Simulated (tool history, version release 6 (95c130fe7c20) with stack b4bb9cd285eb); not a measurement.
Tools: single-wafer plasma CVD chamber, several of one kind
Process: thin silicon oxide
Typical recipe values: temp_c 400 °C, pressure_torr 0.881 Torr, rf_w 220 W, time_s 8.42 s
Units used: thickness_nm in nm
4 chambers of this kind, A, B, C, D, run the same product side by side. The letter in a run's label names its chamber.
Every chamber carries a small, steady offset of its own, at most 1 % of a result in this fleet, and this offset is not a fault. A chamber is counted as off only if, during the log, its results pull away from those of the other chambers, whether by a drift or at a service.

run,hour,temp_c,pressure_torr,rf_w,time_s,"read-back reference wafer on the same gauge, thickness_nm",thickness_nm
1D,7.3,400,0.881,220,8.42,12.401,14.764
2C,15.9,400,0.881,220,8.42,12.406,14.706
3B,22.6,400,0.881,220,8.42,12.404,14.644
4A,33.2,400,0.881,220,8.42,12.405,14.686
5C,40,400,0.881,220,8.42,12.395,14.745
6B,48.1,400,0.881,220,8.42,12.403,14.651
7A,54.6,400,0.881,220,8.42,12.398,14.713
8D,62.5,400,0.881,220,8.42,12.403,14.836
9A,70.8,400,0.881,220,7.01,12.395,12.199
10C,81.1,400,0.881,220,7.01,12.406,12.236
11D,91.4,400,0.881,220,7.01,12.404,12.358
12B,99.9,400,0.881,220,7.01,12.391,12.212
13A,107.9,400,0.881,220,8.42,12.396,14.605
14D,114.2,400,0.881,220,8.42,12.41,14.752
# hour 114.7: chamber B: thermocouple changed; heater temperature recalibrated
15C,122.2,400,0.881,220,8.42,12.396,14.6
16B,130.8,394,0.881,220,8.42,12.407,14.651
17C,137.1,394,0.881,220,8.42,12.391,14.696
18D,146.2,394,0.881,220,8.42,12.4,14.915
19A,150.8,394,0.881,220,8.42,12.397,14.467
# hour 158.1: chamber A: thermocouple changed; heater temperature recalibrated
20B,160.8,400,0.881,220,8.42,12.392,14.582
21C,170.9,400,0.881,220,8.42,12.4,14.686
22D,175.7,400,0.881,220,8.42,12.402,14.791
23A,185.1,400,0.881,220,8.42,12.402,14.371
24B,194.3,400,0.881,220,9.2,12.4,15.966
25B,202.7,400,0.881,220,9.2,12.399,15.978
# hour 208.6: chamber A: capacitance manometer re-zeroed and calibrated
26C,211.5,400,0.881,220,9.2,12.413,16.072
# hour 217.5: chamber B: RF generator calibrated
27D,221.8,400,0.881,220,9.2,12.408,16.172
28A,226.6,400,0.881,220,8.42,12.399,14.3
29A,233.4,385,0.881,205,8.42,12.404,13.891
30D,243.2,385,0.881,205,8.42,12.391,14.39
31B,248.1,385,0.881,205,8.42,12.409,14.444
# hour 248.3: chamber C: RF generator calibrated
32C,258.2,385,0.881,205,8.42,12.405,14.339

The same settings go to every chamber for the next run, one line per chamber below. Forecast the results for each:
33A,265.8,400,0.881,220,8.42,,?
33B,265.8,400,0.881,220,8.42,,?
33C,265.8,400,0.881,220,8.42,,?
33D,265.8,400,0.881,220,8.42,,?

run,thickness_nm
33A,14.189
33B,14.743
33C,14.666
33D,14.775
